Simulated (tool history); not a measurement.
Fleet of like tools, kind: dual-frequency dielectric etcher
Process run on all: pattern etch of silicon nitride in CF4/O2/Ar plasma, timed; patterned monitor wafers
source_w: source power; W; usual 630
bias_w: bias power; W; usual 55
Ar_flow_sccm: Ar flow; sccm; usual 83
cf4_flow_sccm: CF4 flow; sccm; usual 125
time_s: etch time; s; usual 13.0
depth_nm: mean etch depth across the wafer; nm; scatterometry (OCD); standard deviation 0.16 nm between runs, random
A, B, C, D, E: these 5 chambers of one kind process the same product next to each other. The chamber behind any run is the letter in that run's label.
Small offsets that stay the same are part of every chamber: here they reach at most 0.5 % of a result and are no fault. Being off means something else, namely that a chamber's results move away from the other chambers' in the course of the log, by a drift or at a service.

| run | day | source_w | bias_w | Ar_flow_sccm | cf4_flow_sccm | time_s | hours since the last wet clean | hours since the last source power generator calibration | hours since the last bias power generator calibration | hours since the last Ar flow controller change | hours since the last CF4 flow controller change | read-back reference wafer on the same gauge, depth_nm | depth_nm |
|---|---|---|---|---|---|---|---|---|---|---|---|---|---|
| 1B | 0.233 | 630 | 55 | 83 | 125 | 13.0 | 415.7 | 2682.7 | 2195.2 | 402.2 | 2478.6 | 31.383 | 32.659 |
|  | 0.362 | chamber A: bias power generator calibrated |
| 2A | 0.579 | 630 | 55 | 83 | 125 | 13.0 | 152.7 | 1303.6 | 5.2 | 3761.8 | 1346.9 | 31.410 | 32.769 |
| 3C | 1.004 | 630 | 55 | 83 | 125 | 13.0 | 375.4 | 556.5 | 2196.8 | 1794.8 | 2003.2 | 31.401 | 32.724 |
| 4E | 1.433 | 630 | 55 | 83 | 125 | 13.0 | 84.8 | 1520.8 | 423.5 | 2821.9 | 1459.4 | 31.414 | 33.014 |
| 5D | 1.754 | 630 | 55 | 83 | 125 | 13.0 | 47.6 | 3032.1 | 3923.4 | 445.8 | 2116.8 | 31.372 | 32.833 |
| 6B | 1.958 | 630 | 55 | 83 | 125 | 13.0 | 457.1 | 2724.1 | 2236.6 | 443.6 | 2520.0 | 31.409 | 32.708 |
| 7D | 2.342 | 630 | 55 | 83 | 125 | 13.0 | 61.7 | 3046.2 | 3937.5 | 459.9 | 2130.9 | 31.385 | 32.880 |
| 8C | 2.646 | 630 | 55 | 83 | 125 | 13.0 | 414.8 | 595.9 | 2236.2 | 1834.2 | 2042.6 | 31.397 | 32.597 |
| 9E | 2.946 | 630 | 55 | 83 | 125 | 13.0 | 121.1 | 1557.1 | 459.8 | 2858.2 | 1495.7 | 31.374 | 33.033 |
| 10A | 3.142 | 730 | 55 | 83 | 138 | 13.0 | 214.2 | 1365.1 | 66.7 | 3823.3 | 1408.4 | 31.399 | 37.625 |
| 11D | 3.417 | 730 | 55 | 83 | 138 | 13.0 | 87.5 | 3072.0 | 3963.3 | 485.7 | 2156.7 | 31.409 | 37.278 |
| 12E | 3.617 | 730 | 55 | 83 | 138 | 13.0 | 137.2 | 1573.2 | 475.9 | 2874.3 | 1511.8 | 31.391 | 37.538 |
| 13B | 4.058 | 730 | 55 | 83 | 138 | 13.0 | 507.5 | 2774.5 | 2287.0 | 494.0 | 2570.4 | 31.402 | 37.522 |
| 14C | 4.308 | 730 | 55 | 83 | 138 | 13.0 | 454.7 | 635.8 | 2276.1 | 1874.1 | 2082.5 | 31.410 | 37.595 |
|  | 4.538 | chamber A: source power generator calibrated |
|  | 4.617 | chamber B: wet clean of the chamber |
| 15A | 4.746 | 630 | 55 | 83 | 125 | 13.0 | 252.7 | 5.0 | 105.2 | 3861.8 | 1446.9 | 31.392 | 32.687 |
| 16A | 5.167 | 630 | 43 | 83 | 139 | 13.0 | 262.8 | 15.1 | 115.3 | 3871.9 | 1457.0 | 31.386 | 30.295 |
| 17C | 5.417 | 630 | 43 | 83 | 139 | 13.0 | 481.3 | 662.4 | 2302.7 | 1900.7 | 2109.1 | 31.432 | 30.418 |
| 18E | 5.658 | 630 | 43 | 83 | 139 | 13.0 | 186.2 | 1622.2 | 524.9 | 2923.3 | 1560.8 | 31.354 | 30.340 |
| 19B | 5.975 | 630 | 43 | 83 | 139 | 13.0 | 32.7 | 2820.5 | 2333.0 | 540.0 | 2616.4 | 31.382 | 30.349 |
| 20D | 6.196 | 630 | 43 | 83 | 139 | 13.0 | 154.2 | 3138.7 | 4030.0 | 552.4 | 2223.4 | 31.427 | 30.484 |
| 21B | 6.446 | 630 | 55 | 83 | 125 | 13.0 | 44.0 | 2831.8 | 2344.3 | 551.3 | 2627.7 | 31.424 | 32.677 |
| 22E | 6.767 | 630 | 55 | 83 | 125 | 13.0 | 212.8 | 1648.8 | 551.5 | 2949.9 | 1587.4 | 31.398 | 32.776 |
| 23D | 7.058 | 630 | 55 | 83 | 125 | 13.0 | 174.9 | 3159.4 | 4050.7 | 573.1 | 2244.1 | 31.426 | 32.839 |
| 24C | 7.371 | 630 | 55 | 83 | 125 | 13.0 | 528.2 | 709.3 | 2349.6 | 1947.6 | 2156.0 | 31.379 | 32.699 |
| 25A | 7.671 | 530 | 64 | 83 | 125 | 13.0 | 322.9 | 75.2 | 175.4 | 3932.0 | 1517.1 | 31.435 | 29.537 |
| 26B | 8.033 | 530 | 64 | 83 | 125 | 13.0 | 82.1 | 2869.9 | 2382.4 | 589.4 | 2665.8 | 31.401 | 29.573 |
| 27A | 8.233 | 530 | 64 | 83 | 125 | 13.0 | 336.4 | 88.7 | 188.9 | 3945.5 | 1530.6 | 31.415 | 29.675 |
| 28C | 8.521 | 530 | 64 | 83 | 125 | 13.0 | 555.8 | 736.9 | 2377.2 | 1975.2 | 2183.6 | 31.400 | 30.027 |
| 29D | 8.808 | 530 | 64 | 83 | 125 | 13.0 | 216.9 | 3201.4 | 4092.7 | 615.1 | 2286.1 | 31.388 | 29.565 |
| 30E | 9.196 | 630 | 55 | 73 | 125 | 9.5 | 271.1 | 1707.1 | 609.8 | 3008.2 | 1645.7 | 31.406 | 24.132 |
| 31E | 9.425 | 630 | 55 | 73 | 125 | 9.5 | 276.6 | 1712.6 | 615.3 | 3013.7 | 1651.2 | 31.416 | 24.284 |
| 32B | 9.850 | 630 | 55 | 73 | 125 | 9.5 | 125.7 | 2913.5 | 2426.0 | 633.0 | 2709.4 | 31.364 | 24.202 |

Read the log: is a single chamber off, either drifting away or since a service, is the gauge that measures every chamber drifting, or is nothing wrong beyond small per-chamber offsets? Name any odd chamber and what most likely caused it.

Beyond each chamber's small constant offset nothing stands out, and the gauge stays steady.
